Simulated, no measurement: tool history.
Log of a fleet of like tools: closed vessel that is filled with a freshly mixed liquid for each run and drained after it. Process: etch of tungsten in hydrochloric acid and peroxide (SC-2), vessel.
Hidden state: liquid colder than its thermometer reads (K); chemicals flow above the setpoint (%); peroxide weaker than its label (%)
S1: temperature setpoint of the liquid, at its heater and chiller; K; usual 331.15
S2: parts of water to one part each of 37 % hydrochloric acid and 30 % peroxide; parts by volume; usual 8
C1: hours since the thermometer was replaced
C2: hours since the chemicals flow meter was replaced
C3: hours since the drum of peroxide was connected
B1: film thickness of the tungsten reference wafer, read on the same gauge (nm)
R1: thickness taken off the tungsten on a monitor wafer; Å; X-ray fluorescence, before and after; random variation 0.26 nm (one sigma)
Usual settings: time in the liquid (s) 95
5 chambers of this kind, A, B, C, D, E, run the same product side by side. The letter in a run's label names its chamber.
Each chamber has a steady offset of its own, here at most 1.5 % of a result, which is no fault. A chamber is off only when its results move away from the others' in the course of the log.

run 1A hour=5.5 | S1=331.15 S2=8 time_in_the_liquid_(s)=95 | C1=497.2 C2=1046.8 C3=57.6 | B1=110.04 | R1=402.03
run 2D hour=12.5 | S1=331.15 S2=8 time_in_the_liquid_(s)=95 | C1=1914.2 C2=326.2 C3=1248.1 | B1=110.01 | R1=404.04
run 3E hour=19.3 | S1=331.15 S2=8 time_in_the_liquid_(s)=95 | C1=2305.3 C2=997.1 C3=424.9 | B1=109.96 | R1=399.76
run 4B hour=25.3 | S1=331.15 S2=8 time_in_the_liquid_(s)=95 | C1=43.2 C2=36.5 C3=363.1 | B1=110.01 | R1=400.67
-- hour=32.3 chamber D: new drum of peroxide connected
run 5C hour=32.5 | S1=331.15 S2=8 time_in_the_liquid_(s)=95 | C1=668.8 C2=967.8 C3=207.3 | B1=110.02 | R1=391.45
run 6E hour=38 | S1=331.15 S2=8 time_in_the_liquid_(s)=95 | C1=2324 C2=1015.8 C3=443.6 | B1=110 | R1=400.39
-- hour=39.6 chamber A: chemicals flow meter replaced
run 7A hour=47.5 | S1=331.15 S2=8 time_in_the_liquid_(s)=95 | C1=539.2 C2=8 C3=99.6 | B1=110 | R1=403.61
run 8B hour=52.4 | S1=331.15 S2=8 time_in_the_liquid_(s)=95 | C1=70.3 C2=63.6 C3=390.2 | B1=110 | R1=402.83
run 9C hour=61.4 | S1=331.15 S2=8 time_in_the_liquid_(s)=95 | C1=697.7 C2=996.7 C3=236.2 | B1=109.99 | R1=395.11
run 10D hour=70.7 | S1=331.15 S2=8 time_in_the_liquid_(s)=95 | C1=1972.4 C2=384.4 C3=38.5 | B1=110.04 | R1=409.29
run 11A hour=77.6 | S1=331.15 S2=8 time_in_the_liquid_(s)=95 | C1=569.3 C2=38.1 C3=129.7 | B1=110.01 | R1=403.67
run 12C hour=86.2 | S1=331.15 S2=8 time_in_the_liquid_(s)=95 | C1=722.5 C2=1021.5 C3=261 | B1=110.04 | R1=394.08
run 13B hour=90.9 | S1=331.15 S2=8 time_in_the_liquid_(s)=95 | C1=108.8 C2=102.1 C3=428.7 | B1=110 | R1=402
run 14E hour=96.8 | S1=331.15 S2=8 time_in_the_liquid_(s)=95 | C1=2382.8 C2=1074.6 C3=502.4 | B1=110.05 | R1=396.59
run 15D hour=101.8 | S1=331.15 S2=8 time_in_the_liquid_(s)=95 | C1=2003.5 C2=415.5 C3=69.6 | B1=110 | R1=407.63
run 16B hour=108.7 | S1=331.15 S2=8 time_in_the_liquid_(s)=95 | C1=126.6 C2=119.9 C3=446.5 | B1=109.97 | R1=398.53
run 17C hour=113.3 | S1=331.15 S2=8 time_in_the_liquid_(s)=95 | C1=749.6 C2=1048.6 C3=288.1 | B1=110.03 | R1=395.74
run 18D hour=120.9 | S1=331.15 S2=8 time_in_the_liquid_(s)=95 | C1=2022.6 C2=434.6 C3=88.7 | B1=110.01 | R1=404.66
run 19E hour=129.3 | S1=331.15 S2=10.5 time_in_the_liquid_(s)=95 | C1=2415.3 C2=1107.1 C3=534.9 | B1=109.98 | R1=321.64
run 20A hour=137.6 | S1=331.15 S2=10.5 time_in_the_liquid_(s)=95 | C1=629.3 C2=98.1 C3=189.7 | B1=110.05 | R1=318.78
run 21E hour=145.6 | S1=331.15 S2=10.5 time_in_the_liquid_(s)=95 | C1=2431.6 C2=1123.4 C3=551.2 | B1=109.98 | R1=319.63
run 22D hour=150.2 | S1=331.15 S2=10.5 time_in_the_liquid_(s)=95 | C1=2051.9 C2=463.9 C3=118 | B1=110.03 | R1=325.77
run 23A hour=155 | S1=331.15 S2=10.5 time_in_the_liquid_(s)=95 | C1=646.7 C2=115.5 C3=207.1 | B1=109.98 | R1=317.62
run 24B hour=163 | S1=331.15 S2=8 time_in_the_liquid_(s)=95 | C1=180.9 C2=174.2 C3=500.8 | B1=110.03 | R1=401.39
run 25C hour=167.5 | S1=331.15 S2=8 time_in_the_liquid_(s)=95 | C1=803.8 C2=1102.8 C3=342.3 | B1=110 | R1=392.36
-- hour=170.1 chamber C: thermometer replaced
run 26E hour=172.1 | S1=331.15 S2=8 time_in_the_liquid_(s)=95 | C1=2458.1 C2=1149.9 C3=577.7 | B1=109.99 | R1=397.2
run 27A hour=178.7 | S1=331.15 S2=8 time_in_the_liquid_(s)=95 | C1=670.4 C2=139.2 C3=230.8 | B1=110.04 | R1=398.89
run 28B hour=185.6 | S1=331.15 S2=10 time_in_the_liquid_(s)=135 | C1=203.5 C2=196.8 C3=523.4 | B1=110 | R1=475.77
run 29D hour=191.5 | S1=331.15 S2=10 time_in_the_liquid_(s)=135 | C1=2093.2 C2=505.2 C3=159.3 | B1=110.04 | R1=481.17
run 30C hour=196.4 | S1=331.15 S2=10 time_in_the_liquid_(s)=135 | C1=26.4 C2=1131.7 C3=371.2 | B1=110.02 | R1=462.92
run 31E hour=200.8 | S1=331.15 S2=10 time_in_the_liquid_(s)=135 | C1=2486.8 C2=1178.6 C3=606.4 | B1=110 | R1=472.11
run 32B hour=206.3 | S1=331.15 S2=10 time_in_the_liquid_(s)=135 | C1=224.2 C2=217.5 C3=544.1 | B1=110.01 | R1=475.72
run 33C hour=213.6 | S1=331.15 S2=8 time_in_the_liquid_(s)=95 | C1=43.6 C2=1148.9 C3=388.4 | B1=110.01 | R1=398.21
run 34D hour=218.3 | S1=331.15 S2=8 time_in_the_liquid_(s)=95 | C1=2120 C2=532 C3=186.1 | B1=110.01 | R1=400.62
run 35A hour=224.8 | S1=334.65 S2=8 time_in_the_liquid_(s)=95 | C1=716.5 C2=185.3 C3=276.9 | B1=109.97 | R1=498.06
run 36E hour=232.9 | S1=334.65 S2=8 time_in_the_liquid_(s)=95 | C1=2518.9 C2=1210.7 C3=638.5 | B1=110 | R1=499.99
run 37D hour=237.9 | S1=334.65 S2=8 time_in_the_liquid_(s)=95 | C1=2139.6 C2=551.6 C3=205.7 | B1=109.99 | R1=506.18
run 38B hour=245.1 | S1=334.65 S2=8 time_in_the_liquid_(s)=95 | C1=263 C2=256.3 C3=582.9 | B1=110.04 | R1=497.74
run 39C hour=251.4 | S1=334.65 S2=8 time_in_the_liquid_(s)=95 | C1=81.4 C2=1186.7 C3=426.2 | B1=109.97 | R1=492.13
run 40A hour=259.3 | S1=331.15 S2=8 time_in_the_liquid_(s)=145 | C1=751 C2=219.8 C3=311.4 | B1=110 | R1=608.53
run 41A hour=267.5 | S1=331.15 S2=8 time_in_the_liquid_(s)=145 | C1=759.2 C2=228 C3=319.6 | B1=110 | R1=616.28
run 42D hour=274.3 | S1=331.15 S2=8 time_in_the_liquid_(s)=145 | C1=2176 C2=588 C3=242.1 | B1=110.03 | R1=618.55
run 43C hour=278.6 | S1=331.15 S2=8 time_in_the_liquid_(s)=145 | C1=108.6 C2=1213.9 C3=453.4 | B1=110 | R1=597.54
run 44E hour=287.2 | S1=331.15 S2=8 time_in_the_liquid_(s)=145 | C1=2573.2 C2=1265 C3=692.8 | B1=110.01 | R1=608.66

Next, every chamber runs the same settings. What will each give?
run 45A hour=294.1 | S1=331.15 S2=6 time_in_the_liquid_(s)=95 | R1=?
run 45B hour=294.1 | S1=331.15 S2=6 time_in_the_liquid_(s)=95 | R1=?
run 45C hour=294.1 | S1=331.15 S2=6 time_in_the_liquid_(s)=95 | R1=?
run 45D hour=294.1 | S1=331.15 S2=6 time_in_the_liquid_(s)=95 | R1=?
run 45E hour=294.1 | S1=331.15 S2=6 time_in_the_liquid_(s)=95 | R1=?

run=45A R1=500.38
run=45B R1=506.17
run=45C R1=498.09
run=45D R1=504.74
run=45E R1=504.4
